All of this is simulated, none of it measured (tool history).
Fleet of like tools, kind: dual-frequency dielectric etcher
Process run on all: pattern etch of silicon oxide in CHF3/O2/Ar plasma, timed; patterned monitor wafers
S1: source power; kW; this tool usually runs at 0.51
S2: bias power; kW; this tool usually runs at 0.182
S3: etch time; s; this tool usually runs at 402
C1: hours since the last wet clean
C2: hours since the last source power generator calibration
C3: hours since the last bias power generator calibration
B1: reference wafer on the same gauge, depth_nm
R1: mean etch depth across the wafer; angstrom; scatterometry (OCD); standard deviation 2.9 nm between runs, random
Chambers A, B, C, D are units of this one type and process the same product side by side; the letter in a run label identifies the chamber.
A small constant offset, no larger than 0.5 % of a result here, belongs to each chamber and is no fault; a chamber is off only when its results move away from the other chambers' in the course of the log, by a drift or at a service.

{"run": "1A", "hour": 6.4, "S1": 0.51, "S2": 0.182, "S3": 402, "C1": 346.7, "C2": 1459.7, "C3": 2327.8, "B1": 721.39, "R1": 7479.4}
{"run": "2C", "hour": 10.2, "S1": 0.51, "S2": 0.182, "S3": 402, "C1": 237.9, "C2": 2693.7, "C3": 1428.7, "B1": 721.22, "R1": 7518.3}
{"run": "3B", "hour": 15.6, "S1": 0.51, "S2": 0.182, "S3": 402, "C1": 415.5, "C2": 3687.4, "C3": 712.4, "B1": 720.85, "R1": 7511}
{"run": "4D", "hour": 21.6, "S1": 0.51, "S2": 0.182, "S3": 402, "C1": 401.4, "C2": 1355.5, "C3": 1161.7, "B1": 720.63, "R1": 7560.7}
{"run": "5C", "hour": 28.8, "S1": 0.51, "S2": 0.182, "S3": 402, "C1": 256.5, "C2": 2712.3, "C3": 1447.3, "B1": 720.63, "R1": 7452}
{"run": "6D", "hour": 32.0, "S1": 0.51, "S2": 0.182, "S3": 402, "C1": 411.8, "C2": 1365.9, "C3": 1172.1, "B1": 720.75, "R1": 7567.4}
{"run": "7A", "hour": 38.0, "S1": 0.51, "S2": 0.182, "S3": 402, "C1": 378.3, "C2": 1491.3, "C3": 2359.4, "B1": 720.73, "R1": 7548.8}
{"run": "8B", "hour": 42.6, "S1": 0.51, "S2": 0.182, "S3": 402, "C1": 442.5, "C2": 3714.4, "C3": 739.4, "B1": 721.08, "R1": 7563.9}
{"hour": 46.7, "done": "chamber A: bias power generator calibrated"}
{"run": "9D", "hour": 49.7, "S1": 0.51, "S2": 0.182, "S3": 402, "C1": 429.5, "C2": 1383.6, "C3": 1189.8, "B1": 720.28, "R1": 7566.1}
{"run": "10C", "hour": 54.9, "S1": 0.51, "S2": 0.182, "S3": 402, "C1": 282.6, "C2": 2738.4, "C3": 1473.4, "B1": 721, "R1": 7517.2}
{"run": "11A", "hour": 59.1, "S1": 0.51, "S2": 0.182, "S3": 402, "C1": 399.4, "C2": 1512.4, "C3": 12.4, "B1": 720.75, "R1": 7578.4}
{"run": "12B", "hour": 63.3, "S1": 0.51, "S2": 0.182, "S3": 402, "C1": 463.2, "C2": 3735.1, "C3": 760.1, "B1": 721.1, "R1": 7631.8}
{"run": "13D", "hour": 69.6, "S1": 0.4, "S2": 0.182, "S3": 402, "C1": 449.4, "C2": 1403.5, "C3": 1209.7, "B1": 720.72, "R1": 6876.6}
{"run": "14C", "hour": 73.8, "S1": 0.4, "S2": 0.182, "S3": 402, "C1": 301.5, "C2": 2757.3, "C3": 1492.3, "B1": 721.5, "R1": 6811.8}
{"run": "15A", "hour": 80.5, "S1": 0.4, "S2": 0.182, "S3": 402, "C1": 420.8, "C2": 1533.8, "C3": 33.8, "B1": 720.91, "R1": 6910.8}
{"run": "16B", "hour": 84.0, "S1": 0.4, "S2": 0.182, "S3": 402, "C1": 483.9, "C2": 3755.8, "C3": 780.8, "B1": 721.06, "R1": 7024.1}
{"run": "17A", "hour": 89.5, "S1": 0.51, "S2": 0.182, "S3": 402, "C1": 429.8, "C2": 1542.8, "C3": 42.8, "B1": 721.39, "R1": 7572.7}
{"run": "18D", "hour": 93.6, "S1": 0.51, "S2": 0.182, "S3": 402, "C1": 473.4, "C2": 1427.5, "C3": 1233.7, "B1": 721.08, "R1": 7549}
{"run": "19B", "hour": 97.0, "S1": 0.51, "S2": 0.182, "S3": 402, "C1": 496.9, "C2": 3768.8, "C3": 793.8, "B1": 721.23, "R1": 7707.5}
{"run": "20C", "hour": 100.2, "S1": 0.51, "S2": 0.182, "S3": 402, "C1": 327.9, "C2": 2783.7, "C3": 1518.7, "B1": 720.63, "R1": 7434.3}
{"run": "21C", "hour": 103.4, "S1": 0.51, "S2": 0.182, "S3": 402, "C1": 331.1, "C2": 2786.9, "C3": 1521.9, "B1": 721.3, "R1": 7428.5}
{"run": "22A", "hour": 110.2, "S1": 0.51, "S2": 0.182, "S3": 402, "C1": 450.5, "C2": 1563.5, "C3": 63.5, "B1": 721.7, "R1": 7536.3}
{"run": "23B", "hour": 116.3, "S1": 0.46, "S2": 0.182, "S3": 480.5, "C1": 516.2, "C2": 3788.1, "C3": 813.1, "B1": 720.92, "R1": 8861.5}
{"run": "24D", "hour": 120.0, "S1": 0.46, "S2": 0.182, "S3": 480.5, "C1": 499.8, "C2": 1453.9, "C3": 1260.1, "B1": 720.76, "R1": 8736.7}
{"run": "25C", "hour": 125.2, "S1": 0.46, "S2": 0.182, "S3": 480.5, "C1": 352.9, "C2": 2808.7, "C3": 1543.7, "B1": 720.78, "R1": 8585.8}
{"run": "26D", "hour": 128.9, "S1": 0.46, "S2": 0.182, "S3": 480.5, "C1": 508.7, "C2": 1462.8, "C3": 1269, "B1": 720.94, "R1": 8634.9}
{"run": "27B", "hour": 135.8, "S1": 0.39, "S2": 0.182, "S3": 349, "C1": 535.7, "C2": 3807.6, "C3": 832.6, "B1": 720.74, "R1": 6103.7}
{"run": "28A", "hour": 140.7, "S1": 0.39, "S2": 0.182, "S3": 349, "C1": 481, "C2": 1594, "C3": 94, "B1": 720.64, "R1": 5907.7}
{"run": "29C", "hour": 145.6, "S1": 0.39, "S2": 0.182, "S3": 349, "C1": 373.3, "C2": 2829.1, "C3": 1564.1, "B1": 720.98, "R1": 5850.1}
{"run": "30B", "hour": 150.4, "S1": 0.39, "S2": 0.182, "S3": 349, "C1": 550.3, "C2": 3822.2, "C3": 847.2, "B1": 721.04, "R1": 6101.9}
{"run": "31A", "hour": 157.1, "S1": 0.51, "S2": 0.182, "S3": 402, "C1": 497.4, "C2": 1610.4, "C3": 110.4, "B1": 720.31, "R1": 7565.8}
{"run": "32D", "hour": 160.4, "S1": 0.51, "S2": 0.167, "S3": 458.5, "C1": 540.2, "C2": 1494.3, "C3": 1300.5, "B1": 721.3, "R1": 8346.3}
{"run": "33D", "hour": 165.9, "S1": 0.51, "S2": 0.167, "S3": 458.5, "C1": 545.7, "C2": 1499.8, "C3": 1306, "B1": 721.1, "R1": 8334.3}
{"run": "34A", "hour": 171.3, "S1": 0.51, "S2": 0.167, "S3": 458.5, "C1": 511.6, "C2": 1624.6, "C3": 124.6, "B1": 720.99, "R1": 8306.7}
{"run": "35B", "hour": 174.7, "S1": 0.51, "S2": 0.167, "S3": 458.5, "C1": 574.6, "C2": 3846.5, "C3": 871.5, "B1": 721.33, "R1": 8707.1}
{"run": "36C", "hour": 179.6, "S1": 0.51, "S2": 0.182, "S3": 402, "C1": 407.3, "C2": 2863.1, "C3": 1598.1, "B1": 720.89, "R1": 7506}
{"run": "37D", "hour": 185.0, "S1": 0.51, "S2": 0.182, "S3": 402, "C1": 564.8, "C2": 1518.9, "C3": 1325.1, "B1": 720.94, "R1": 7569.7}

Has any chamber moved away from the others, gradually or after a service, or does the common gauge drift, or do the chambers differ only by their own small steady offsets? State the chamber and the most likely cause if one applies.

One chamber, B, drifts off from the rest bit by bit.
What lies behind it: etch rate over this chamber's usual, % = 5.29.

Chamber B could run next with any of the 4 candidate recipes listed below; each alters the usual settings, and their results appear as question marks. Which one brings its results back in line with what the other chambers deliver on the usual settings?
In line means no further than this from the other chambers' mean on the usual settings: R1 100 angstrom
{"run": "38B-1", "hour": 190.2, "S1": 0.51, "S2": 0.182, "S3": 382, "R1": "?"}
{"run": "38B-2", "hour": 190.2, "S1": 0.51, "S2": 0.186, "S3": 437, "R1": "?"}
{"run": "38B-3", "hour": 190.2, "S1": 0.58, "S2": 0.182, "S3": 402, "R1": "?"}
{"run": "38B-4", "hour": 190.2, "S1": 0.5, "S2": 0.179, "S3": 370, "R1": "?"}

What the other chambers average on the usual settings: R1 7524.9 angstrom
run=38B-1 R1=7514.4
run=38B-2 R1=8660.5
run=38B-3 R1=8307.6
run=38B-4 R1=7182.6
38B-1 brings the chamber back in line.
